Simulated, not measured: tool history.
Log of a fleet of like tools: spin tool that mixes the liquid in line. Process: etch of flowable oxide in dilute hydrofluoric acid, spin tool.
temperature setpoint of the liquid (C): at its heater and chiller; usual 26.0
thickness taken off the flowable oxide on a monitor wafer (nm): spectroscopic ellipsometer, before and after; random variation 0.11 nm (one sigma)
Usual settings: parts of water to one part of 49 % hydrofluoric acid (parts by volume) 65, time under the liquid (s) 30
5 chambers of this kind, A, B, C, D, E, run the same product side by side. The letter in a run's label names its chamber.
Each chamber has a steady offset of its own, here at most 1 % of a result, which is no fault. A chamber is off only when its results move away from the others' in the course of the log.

run,hour,temperature setpoint of the liquid (C),parts of water to one part of 49 % hydrofluoric acid (parts by volume),time under the liquid (s),"read-back film thickness of the flowable oxide reference wafer, read on the same gauge (nm)",thickness taken off the flowable oxide on a monitor wafer (nm)
1C,3.7,26.0,65,30,100.000,14.965
2B,9.2,26.0,65,30,99.998,14.827
3D,15.1,26.0,65,30,99.973,15.015
4E,20.3,26.0,65,30,100.050,14.810
5A,24.4,26.0,65,30,100.040,14.787
6D,30.9,26.0,65,30,99.988,15.036
7E,35.2,26.0,65,30,100.000,14.993
8B,39.9,26.0,65,30,100.000,14.831
9A,45.0,26.0,45,35,100.030,25.657
10C,50.9,26.0,45,35,100.020,26.249
11C,57.5,26.0,45,35,99.990,26.324
12B,64.1,26.0,45,35,99.970,25.973
13A,69.4,26.0,45,35,99.964,25.314
14D,74.4,26.0,65,30,99.981,14.910
15E,79.7,26.0,65,30,100.030,15.193
16C,86.5,26.0,65,30,100.000,14.889
17B,94.4,26.0,65,30,100.030,14.867
18D,101.1,26.0,65,30,99.953,15.101
19E,107.9,26.0,65,30,100.010,14.905
20A,113.4,26.0,65,30,99.978,14.177
21C,119.3,28.5,65,30,99.995,16.464
22B,122.8,28.5,65,30,100.000,16.521
23E,129.9,28.5,65,30,100.040,16.489
24D,135.6,28.5,65,30,99.999,16.365
25A,139.3,28.5,65,30,99.995,15.325
26B,145.3,26.0,45,30,100.010,22.073
27E,150.9,26.0,45,30,100.000,22.245
28A,157.8,26.0,45,30,99.976,20.185
29C,161.2,26.0,45,30,100.000,22.209
30D,164.8,26.0,45,30,100.010,22.114
31D,169.6,26.0,45,20,100.020,14.989

What goes on in this fleet: one chamber off, a drifting gauge, or nothing beyond the chambers' own small offsets? Name the chamber and the cause, if any.

Chamber A drifts away from the others.
Cause: liquid colder than its thermometer reads (K) = 2.5.
The log may not tell that from: hydrofluoric acid flow below the setpoint (%).

Here are 4 candidates for chamber A's next run, each the usual settings with a change, their results left as question marks. Which one brings its results back in line with what the others give on the usual settings?
In line means no further than this from the other chambers' mean on the usual settings: thickness taken off the flowable oxide on a monitor wafer (nm) 0.400
32A-1,175.4,25.5,70,30,,?
32A-2,175.4,26.5,60,30,,?
32A-3,175.4,30.5,65,30,,?
32A-4,175.4,21.5,65,30,,?

The other chambers' mean on the usual settings: thickness taken off the flowable oxide on a monitor wafer (nm) 14.923
run,thickness taken off the flowable oxide on a monitor wafer (nm)
32A-1,12.194
32A-2,14.988
32A-3,16.186
32A-4,11.148
32A-2 brings the chamber back in line.
